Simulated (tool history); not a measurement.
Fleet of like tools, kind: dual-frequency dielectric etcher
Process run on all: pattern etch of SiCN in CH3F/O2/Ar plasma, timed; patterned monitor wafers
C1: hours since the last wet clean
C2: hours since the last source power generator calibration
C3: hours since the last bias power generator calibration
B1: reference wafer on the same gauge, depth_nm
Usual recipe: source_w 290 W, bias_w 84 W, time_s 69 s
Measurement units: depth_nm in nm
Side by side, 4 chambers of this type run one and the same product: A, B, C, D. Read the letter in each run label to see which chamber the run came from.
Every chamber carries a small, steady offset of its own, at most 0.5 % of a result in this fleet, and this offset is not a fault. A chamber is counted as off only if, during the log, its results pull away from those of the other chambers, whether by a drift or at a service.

run 1C day=0.346 | source_w=290 bias_w=84 time_s=69 | C1=393.4 C2=3183.8 C3=1899 | B1=26.505 | depth_nm=24.195
run 2D day=0.729 | source_w=290 bias_w=84 time_s=69 | C1=471.8 C2=1273.9 C3=1811.3 | B1=26.514 | depth_nm=24.211
run 3A day=1.225 | source_w=290 bias_w=84 time_s=69 | C1=323.5 C2=209.3 C3=3167 | B1=26.515 | depth_nm=24.371
-- day=1.25 chamber C: wet clean of the chamber
run 4B day=1.508 | source_w=290 bias_w=84 time_s=69 | C1=92.3 C2=3427.3 C3=1442.7 | B1=26.515 | depth_nm=24.205
run 5C day=2.071 | source_w=290 bias_w=84 time_s=69 | C1=19.7 C2=3225.2 C3=1940.4 | B1=26.527 | depth_nm=24.236
-- day=2.275 chamber D: bias power generator calibrated
run 6B day=2.362 | source_w=290 bias_w=84 time_s=69 | C1=112.8 C2=3447.8 C3=1463.2 | B1=26.535 | depth_nm=24.168
run 7D day=2.679 | source_w=290 bias_w=84 time_s=69 | C1=518.6 C2=1320.7 C3=9.8 | B1=26.537 | depth_nm=24.203
run 8A day=3.162 | source_w=250 bias_w=84 time_s=58.5 | C1=370 C2=255.8 C3=3213.5 | B1=26.551 | depth_nm=19.523
-- day=3.417 chamber D: wet clean of the chamber
run 9B day=3.604 | source_w=250 bias_w=84 time_s=58.5 | C1=142.6 C2=3477.6 C3=1493 | B1=26.551 | depth_nm=19.45
run 10D day=3.862 | source_w=250 bias_w=84 time_s=58.5 | C1=10.8 C2=1349.1 C3=38.2 | B1=26.548 | depth_nm=19.488
run 11A day=4.138 | source_w=250 bias_w=84 time_s=58.5 | C1=393.4 C2=279.2 C3=3236.9 | B1=26.565 | depth_nm=19.548
run 12C day=4.675 | source_w=250 bias_w=84 time_s=69 | C1=82.2 C2=3287.7 C3=2002.9 | B1=26.56 | depth_nm=22.967
run 13D day=4.938 | source_w=250 bias_w=84 time_s=69 | C1=36.6 C2=1374.9 C3=64 | B1=26.576 | depth_nm=22.958
run 14C day=5.308 | source_w=250 bias_w=84 time_s=69 | C1=97.4 C2=3302.9 C3=2018.1 | B1=26.581 | depth_nm=23.023
run 15B day=5.85 | source_w=250 bias_w=84 time_s=69 | C1=196.5 C2=3531.5 C3=1546.9 | B1=26.585 | depth_nm=23.063
run 16A day=6.321 | source_w=290 bias_w=84 time_s=69 | C1=445.8 C2=331.6 C3=3289.3 | B1=26.599 | depth_nm=24.385
run 17B day=6.638 | source_w=290 bias_w=84 time_s=69 | C1=215.4 C2=3550.4 C3=1565.8 | B1=26.61 | depth_nm=24.288
run 18C day=7.017 | source_w=290 bias_w=84 time_s=69 | C1=138.4 C2=3343.9 C3=2059.1 | B1=26.607 | depth_nm=24.342
run 19D day=7.442 | source_w=290 bias_w=84 time_s=69 | C1=96.7 C2=1435 C3=124.1 | B1=26.627 | depth_nm=24.275
run 20A day=7.892 | source_w=290 bias_w=84 time_s=69 | C1=483.5 C2=369.3 C3=3327 | B1=26.63 | depth_nm=24.445
run 21A day=8.275 | source_w=290 bias_w=84 time_s=69 | C1=492.7 C2=378.5 C3=3336.2 | B1=26.617 | depth_nm=24.382
run 22D day=8.688 | source_w=290 bias_w=84 time_s=69 | C1=126.6 C2=1464.9 C3=154 | B1=26.618 | depth_nm=24.348
run 23B day=9.017 | source_w=290 bias_w=84 time_s=69 | C1=272.5 C2=3607.5 C3=1622.9 | B1=26.637 | depth_nm=24.352
run 24C day=9.421 | source_w=340 bias_w=84 time_s=69 | C1=196.1 C2=3401.6 C3=2116.8 | B1=26.638 | depth_nm=25.844
run 25A day=9.938 | source_w=340 bias_w=84 time_s=69 | C1=532.6 C2=418.4 C3=3376.1 | B1=26.657 | depth_nm=25.948
run 26D day=10.471 | source_w=340 bias_w=84 time_s=69 | C1=169.4 C2=1507.7 C3=196.8 | B1=26.664 | depth_nm=25.729
run 27B day=10.925 | source_w=340 bias_w=84 time_s=69 | C1=318.3 C2=3653.3 C3=1668.7 | B1=26.675 | depth_nm=25.816

Decide between three cases: one chamber stands off from its peers, the gauge reading all wafers drifts, or nothing is wrong past each chamber's small offset. Where a chamber is off, say which and what most likely put it there.

The shared gauge is drifting. All chambers look as if they move in step, but none is off.
Likeliest cause: gauge reads high (%) = 0.662.
